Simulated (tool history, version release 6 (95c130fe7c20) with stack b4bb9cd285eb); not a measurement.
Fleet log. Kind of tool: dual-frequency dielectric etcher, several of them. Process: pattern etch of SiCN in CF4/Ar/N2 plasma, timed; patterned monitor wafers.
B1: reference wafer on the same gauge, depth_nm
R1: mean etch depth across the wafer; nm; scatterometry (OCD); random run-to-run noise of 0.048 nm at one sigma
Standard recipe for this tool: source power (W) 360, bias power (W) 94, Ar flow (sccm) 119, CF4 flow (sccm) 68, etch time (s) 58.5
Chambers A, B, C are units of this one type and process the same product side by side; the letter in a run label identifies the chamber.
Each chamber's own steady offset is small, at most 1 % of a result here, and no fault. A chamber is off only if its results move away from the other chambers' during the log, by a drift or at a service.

{"run": "1B", "day": 0.204, "source power (W)": 360, "bias power (W)": 94, "Ar flow (sccm)": 119, "CF4 flow (sccm)": 68, "etch time (s)": 58.5, "B1": 38.594, "R1": 44.072}
{"run": "2A", "day": 0.329, "source power (W)": 360, "bias power (W)": 94, "Ar flow (sccm)": 119, "CF4 flow (sccm)": 68, "etch time (s)": 58.5, "B1": 38.615, "R1": 44.265}
{"run": "3C", "day": 0.5, "source power (W)": 360, "bias power (W)": 94, "Ar flow (sccm)": 119, "CF4 flow (sccm)": 68, "etch time (s)": 58.5, "B1": 38.614, "R1": 44.145}
{"run": "4C", "day": 0.75, "source power (W)": 360, "bias power (W)": 94, "Ar flow (sccm)": 119, "CF4 flow (sccm)": 68, "etch time (s)": 58.5, "B1": 38.627, "R1": 44.159}
{"run": "5B", "day": 0.954, "source power (W)": 360, "bias power (W)": 94, "Ar flow (sccm)": 119, "CF4 flow (sccm)": 68, "etch time (s)": 58.5, "B1": 38.631, "R1": 44.18}
{"run": "6A", "day": 1.133, "source power (W)": 360, "bias power (W)": 94, "Ar flow (sccm)": 119, "CF4 flow (sccm)": 68, "etch time (s)": 58.5, "B1": 38.639, "R1": 44.315}
{"run": "7C", "day": 1.292, "source power (W)": 400, "bias power (W)": 94, "Ar flow (sccm)": 119, "CF4 flow (sccm)": 68, "etch time (s)": 58.5, "B1": 38.64, "R1": 48.321}
{"run": "8B", "day": 1.542, "source power (W)": 400, "bias power (W)": 94, "Ar flow (sccm)": 119, "CF4 flow (sccm)": 68, "etch time (s)": 58.5, "B1": 38.651, "R1": 48.51}
{"run": "9A", "day": 1.712, "source power (W)": 400, "bias power (W)": 94, "Ar flow (sccm)": 119, "CF4 flow (sccm)": 68, "etch time (s)": 58.5, "B1": 38.652, "R1": 48.63}
{"run": "10B", "day": 1.979, "source power (W)": 360, "bias power (W)": 94, "Ar flow (sccm)": 119, "CF4 flow (sccm)": 68, "etch time (s)": 58.5, "B1": 38.665, "R1": 44.188}
{"run": "11C", "day": 2.258, "source power (W)": 360, "bias power (W)": 94, "Ar flow (sccm)": 119, "CF4 flow (sccm)": 68, "etch time (s)": 58.5, "B1": 38.691, "R1": 44.229}
{"run": "12A", "day": 2.5, "source power (W)": 360, "bias power (W)": 94, "Ar flow (sccm)": 119, "CF4 flow (sccm)": 68, "etch time (s)": 58.5, "B1": 38.685, "R1": 44.349}
{"run": "13B", "day": 2.738, "source power (W)": 360, "bias power (W)": 94, "Ar flow (sccm)": 119, "CF4 flow (sccm)": 68, "etch time (s)": 58.5, "B1": 38.702, "R1": 44.242}
{"run": "14A", "day": 2.867, "source power (W)": 420, "bias power (W)": 75, "Ar flow (sccm)": 119, "CF4 flow (sccm)": 68, "etch time (s)": 58.5, "B1": 38.698, "R1": 46.726}
{"run": "15C", "day": 3.029, "source power (W)": 420, "bias power (W)": 75, "Ar flow (sccm)": 119, "CF4 flow (sccm)": 68, "etch time (s)": 58.5, "B1": 38.707, "R1": 46.503}
{"day": 3.096, "done": "chamber B: wet clean of the chamber"}
{"run": "16B", "day": 3.25, "source power (W)": 420, "bias power (W)": 75, "Ar flow (sccm)": 119, "CF4 flow (sccm)": 68, "etch time (s)": 58.5, "B1": 38.722, "R1": 46.599}
{"run": "17A", "day": 3.421, "source power (W)": 360, "bias power (W)": 94, "Ar flow (sccm)": 119, "CF4 flow (sccm)": 68, "etch time (s)": 58.5, "B1": 38.717, "R1": 44.43}
{"run": "18C", "day": 3.675, "source power (W)": 360, "bias power (W)": 94, "Ar flow (sccm)": 119, "CF4 flow (sccm)": 68, "etch time (s)": 58.5, "B1": 38.727, "R1": 44.246}
{"run": "19C", "day": 3.817, "source power (W)": 360, "bias power (W)": 94, "Ar flow (sccm)": 119, "CF4 flow (sccm)": 68, "etch time (s)": 58.5, "B1": 38.736, "R1": 44.419}
{"run": "20A", "day": 4.046, "source power (W)": 360, "bias power (W)": 94, "Ar flow (sccm)": 119, "CF4 flow (sccm)": 68, "etch time (s)": 58.5, "B1": 38.753, "R1": 44.425}
{"run": "21B", "day": 4.212, "source power (W)": 360, "bias power (W)": 94, "Ar flow (sccm)": 119, "CF4 flow (sccm)": 68, "etch time (s)": 58.5, "B1": 38.736, "R1": 44.297}
{"run": "22B", "day": 4.354, "source power (W)": 360, "bias power (W)": 94, "Ar flow (sccm)": 119, "CF4 flow (sccm)": 68, "etch time (s)": 58.5, "B1": 38.758, "R1": 44.229}
{"run": "23A", "day": 4.558, "source power (W)": 360, "bias power (W)": 94, "Ar flow (sccm)": 119, "CF4 flow (sccm)": 68, "etch time (s)": 58.5, "B1": 38.757, "R1": 44.488}
{"run": "24C", "day": 4.762, "source power (W)": 360, "bias power (W)": 94, "Ar flow (sccm)": 119, "CF4 flow (sccm)": 68, "etch time (s)": 58.5, "B1": 38.759, "R1": 44.323}

All 3 chambers run these settings next. Forecast each chamber's results:
{"run": "25A", "day": 4.967, "source power (W)": 360, "bias power (W)": 94, "Ar flow (sccm)": 119, "CF4 flow (sccm)": 74, "etch time (s)": 58.5, "R1": "?"}
{"run": "25B", "day": 4.967, "source power (W)": 360, "bias power (W)": 94, "Ar flow (sccm)": 119, "CF4 flow (sccm)": 74, "etch time (s)": 58.5, "R1": "?"}
{"run": "25C", "day": 4.967, "source power (W)": 360, "bias power (W)": 94, "Ar flow (sccm)": 119, "CF4 flow (sccm)": 74, "etch time (s)": 58.5, "R1": "?"}

run=25A R1=45.066
run=25B R1=44.747
run=25C R1=44.838
